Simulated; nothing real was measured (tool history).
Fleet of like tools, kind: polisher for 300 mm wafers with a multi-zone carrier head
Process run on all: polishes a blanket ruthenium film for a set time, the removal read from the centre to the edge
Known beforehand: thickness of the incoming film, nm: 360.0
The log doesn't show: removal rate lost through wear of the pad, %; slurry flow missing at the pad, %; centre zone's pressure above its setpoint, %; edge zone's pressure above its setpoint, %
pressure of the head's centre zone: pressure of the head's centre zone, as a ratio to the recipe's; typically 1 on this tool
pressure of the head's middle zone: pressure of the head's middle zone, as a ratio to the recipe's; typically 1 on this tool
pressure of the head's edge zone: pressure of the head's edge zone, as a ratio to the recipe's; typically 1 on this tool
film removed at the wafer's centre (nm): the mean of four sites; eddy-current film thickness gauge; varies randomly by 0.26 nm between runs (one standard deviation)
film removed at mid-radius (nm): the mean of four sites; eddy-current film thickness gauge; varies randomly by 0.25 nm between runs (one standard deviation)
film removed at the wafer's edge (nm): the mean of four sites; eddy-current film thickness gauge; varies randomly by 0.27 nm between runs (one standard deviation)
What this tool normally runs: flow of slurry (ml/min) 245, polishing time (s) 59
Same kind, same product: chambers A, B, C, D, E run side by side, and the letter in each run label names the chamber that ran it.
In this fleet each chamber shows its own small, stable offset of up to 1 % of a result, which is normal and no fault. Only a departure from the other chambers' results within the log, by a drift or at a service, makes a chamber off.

run,day,flow of slurry (ml/min),pressure of the head's centre zone,pressure of the head's middle zone,pressure of the head's edge zone,polishing time (s),wafers polished on this pad,hours since the slurry nozzle was cleaned,hours since the centre zone pressure was calibrated,hours since the edge zone pressure was calibrated,film removed at the wafer's centre (nm),film removed at mid-radius (nm),film removed at the wafer's edge (nm)
1D,0.183,245,1,1,1,59,857,185.9,68.6,356.8,35.421,35.599,35.416
# day 0.396: chamber A: slurry nozzle cleaned
2A,0.421,245,1,1,1,59,597,0.6,196.3,505,35.089,35.397,35.142
3B,0.675,245,1,1,1,59,776,61.4,392.3,951.3,35.043,34.575,35.019
4C,0.871,245,1,1,1,59,238,264.7,436.7,153.1,34.9,35.127,35.019
# day 1.012: chamber D: worn pad replaced by a new one
# day 1.021: chamber A: worn pad replaced by a new one
5E,1.246,245,1,1,1,59,1231,194.5,261.9,108.6,34.997,35.7,35.769
# day 1.392: chamber E: worn pad replaced by a new one
6C,1.483,245,1,1,1,59,396,279.4,451.4,167.8,34.539,35.29,35.687
7A,1.712,245,1,1,1,59,179,31.6,227.3,536,34.828,34.433,35.139
8B,1.992,245,1,1,1,59,1116,93,423.9,982.9,35.554,34.302,34.67
9D,2.362,245,1,1,1,59,349,238.2,120.9,409.1,34.913,35.009,35.188
10E,2.55,245,1,1,1,59,299,225.8,293.2,139.9,35.333,35.831,35.265
11E,2.729,245,1,1,1,59,345,230.1,297.5,144.2,35.027,35.561,35.863
12B,2.979,245,1,1,1,59,1371,116.7,447.6,1006.6,35.14,34.782,34.734
# day 3.204: chamber B: worn pad replaced by a new one
13D,3.233,215,1,1.09,1,59,574,259.1,141.8,430,35.132,37.751,34.716
14C,3.438,215,1,1.09,1,59,901,326.3,498.3,214.7,34.328,37.409,34.621
# day 3.504: chamber D: slurry nozzle cleaned
15A,3.65,215,1,1.09,1,59,679,78.1,273.8,582.5,34.225,37.268,35.201
# day 3.817: chamber E: centre zone pressure recalibrated
16D,3.896,215,1,1.09,1,59,745,9.5,157.7,445.9,34.844,37.598,34.757
# day 4.05: chamber A: worn pad replaced by a new one
17A,4.246,215,1,1.09,1,59,51,92.4,288.1,596.8,34.361,37.51,34.562
18E,4.533,245,1,1,1,59,811,273.4,17.3,187.5,37.564,35.361,35.747
19B,4.754,245,1,1,1,59,401,159.3,490.2,1049.2,35.374,34.649,34.879
# day 4.8: chamber C: centre zone pressure recalibrated
# day 4.812: chamber D: worn pad replaced by a new one
# day 4.883: chamber C: worn pad replaced by a new one
20C,5.042,245,1,1,1,59,41,364.8,5.9,253.2,34.376,35.312,35.028
21D,5.346,245,1,1,1,59,138,44.3,192.5,480.7,35.634,35.272,35.148
22C,5.679,245,1,1,1,59,206,380.1,21.2,268.5,34.413,35.447,35.137
23B,5.871,245,1,1,1,59,689,186.1,517,1076,35.088,34.538,34.614
24A,6.112,245,1,1,1,59,533,137.2,332.9,641.6,34.771,35.074,35.143
# day 6.254: chamber E: worn pad replaced by a new one
25E,6.471,245,1,1,1,59,56,319.9,63.8,234,37.785,35.77,35.299
# day 6.588: chamber A: worn pad replaced by a new one
26E,6.825,245,1,1,1,59,148,328.4,72.3,242.5,37.522,35.59,35.551
27A,7.1,245,1,1,1,59,132,160.9,356.6,665.3,34.885,34.992,35.61
28D,7.329,245,1,1,1,59,650,91.9,240.1,528.3,35.379,35.347,35.337
29C,7.708,245,1,1,1,59,730,428.8,69.9,317.2,34.917,35.152,35.477
30B,8.067,245,1,1,1,59,1256,238.8,569.7,1128.7,35.322,34.487,34.856
# day 8.092: chamber B: worn pad replaced by a new one
# day 8.438: chamber D: worn pad replaced by a new one
31D,8.442,245,1,1,1,59,1,118.6,266.8,555,35.151,35.056,34.783
32B,8.612,245,1,1,1,59,135,251.9,582.8,1141.8,35.397,34.901,34.984
33C,8.85,180,1,1,1.1,59,1025,456.2,97.3,344.6,33.045,33.607,35.703
34E,9.029,180,1,1,1.1,59,717,381.3,125.2,295.4,35.835,33.7,36.167
35A,9.254,180,1,1,1.1,59,688,212.6,408.3,717,33.64,34.093,36.178
# day 9.604: chamber A: worn pad replaced by a new one
36A,9.633,180,1,1,1.1,59,8,221.7,417.4,726.1,33.673,33.391,35.77

Has any chamber moved away from the others, gradually or after a service, or does the common gauge drift, or do the chambers differ only by their own small steady offsets? State the chamber and the most likely cause if one applies.

Chamber E came out of a service off from its peers and stayed that way.
Likeliest cause: centre zone's pressure above its setpoint, % = 6.28.

Which of the 4 candidates below, each the usual settings with something changed and its results left as question marks, puts chamber E back in line with what the other chambers give on the usual settings?
Counts as in line when no further than this from what the other chambers average on the usual settings: film removed at the wafer's centre (nm) 0.9; film removed at mid-radius (nm) 0.88; film removed at the wafer's edge (nm) 0.93
37E-1,9.908,250,1.09,0.99,0.97,61,,,,,?,?,?
37E-2,9.908,240,0.95,1.01,1.02,58,,,,,?,?,?
37E-3,9.908,240,0.91,1.01,1.03,57,,,,,?,?,?
37E-4,9.908,250,1.05,0.99,0.98,60,,,,,?,?,?

Average result of the remaining chambers running the usual settings: film removed at the wafer's centre (nm) 35.115; film removed at mid-radius (nm) 35.058; film removed at the wafer's edge (nm) 35.165
run,film removed at the wafer's centre (nm),film removed at mid-radius (nm),film removed at the wafer's edge (nm)
37E-1,42.686,36.559,36.227
37E-2,34.75,35.268,35.211
37E-3,32.572,34.668,34.781
37E-4,40.316,35.967,35.82
The right change is 37E-2: it brings the chamber back within the allowed miss of the others.
